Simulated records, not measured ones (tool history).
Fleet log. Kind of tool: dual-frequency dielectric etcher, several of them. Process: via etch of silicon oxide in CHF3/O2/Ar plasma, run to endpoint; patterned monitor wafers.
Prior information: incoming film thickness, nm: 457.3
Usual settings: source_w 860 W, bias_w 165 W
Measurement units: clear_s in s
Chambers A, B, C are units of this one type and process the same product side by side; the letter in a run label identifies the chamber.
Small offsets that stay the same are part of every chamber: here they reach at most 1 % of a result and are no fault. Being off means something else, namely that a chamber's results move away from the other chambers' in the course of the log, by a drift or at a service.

run 1A hour=14 | source_w=860 bias_w=165 | clear_s=206.63
run 2C hour=25.4 | source_w=860 bias_w=165 | clear_s=207.3
run 3B hour=36.1 | source_w=860 bias_w=165 | clear_s=209.48
run 4B hour=45.4 | source_w=860 bias_w=165 | clear_s=207.97
run 5A hour=59.1 | source_w=860 bias_w=165 | clear_s=206.62
run 6C hour=72.5 | source_w=860 bias_w=165 | clear_s=208.11
run 7B hour=79.3 | source_w=860 bias_w=165 | clear_s=206.64
run 8A hour=93.2 | source_w=860 bias_w=165 | clear_s=205.89
run 9C hour=103.7 | source_w=860 bias_w=165 | clear_s=209.25
run 10C hour=114.5 | source_w=860 bias_w=165 | clear_s=209.96
run 11A hour=123.4 | source_w=860 bias_w=165 | clear_s=206.18
run 12B hour=136.3 | source_w=860 bias_w=165 | clear_s=207.25
run 13A hour=145.1 | source_w=860 bias_w=184 | clear_s=199.64
-- hour=152.6 chamber B: wet clean of the chamber
run 14B hour=157.6 | source_w=860 bias_w=184 | clear_s=209.31
run 15C hour=170.7 | source_w=860 bias_w=184 | clear_s=200.48
run 16A hour=179.3 | source_w=860 bias_w=165 | clear_s=205.59
run 17C hour=185.8 | source_w=860 bias_w=165 | clear_s=209.66
run 18B hour=196.5 | source_w=860 bias_w=165 | clear_s=217.06
run 19C hour=204.7 | source_w=860 bias_w=165 | clear_s=208.73
run 20B hour=216.1 | source_w=1050 bias_w=181 | clear_s=196.08
run 21A hour=230.5 | source_w=1050 bias_w=181 | clear_s=185.36
run 22C hour=242.2 | source_w=1050 bias_w=181 | clear_s=186.87
run 23B hour=253.3 | source_w=860 bias_w=165 | clear_s=221.85
run 24A hour=265.9 | source_w=860 bias_w=165 | clear_s=207.43
run 25B hour=273.4 | source_w=860 bias_w=165 | clear_s=219.44
run 26C hour=285.4 | source_w=860 bias_w=165 | clear_s=206.85
run 27A hour=298.7 | source_w=860 bias_w=165 | clear_s=206.21
run 28B hour=305.9 | source_w=860 bias_w=165 | clear_s=219.11
run 29C hour=320.3 | source_w=860 bias_w=165 | clear_s=208.75

Next, every chamber runs the same settings. What will each give?
run 30A hour=330.7 | source_w=990 bias_w=165 | clear_s=?
run 30B hour=330.7 | source_w=990 bias_w=165 | clear_s=?
run 30C hour=330.7 | source_w=990 bias_w=165 | clear_s=?

run=30A clear_s=194.62
run=30B clear_s=204.83
run=30C clear_s=195.87
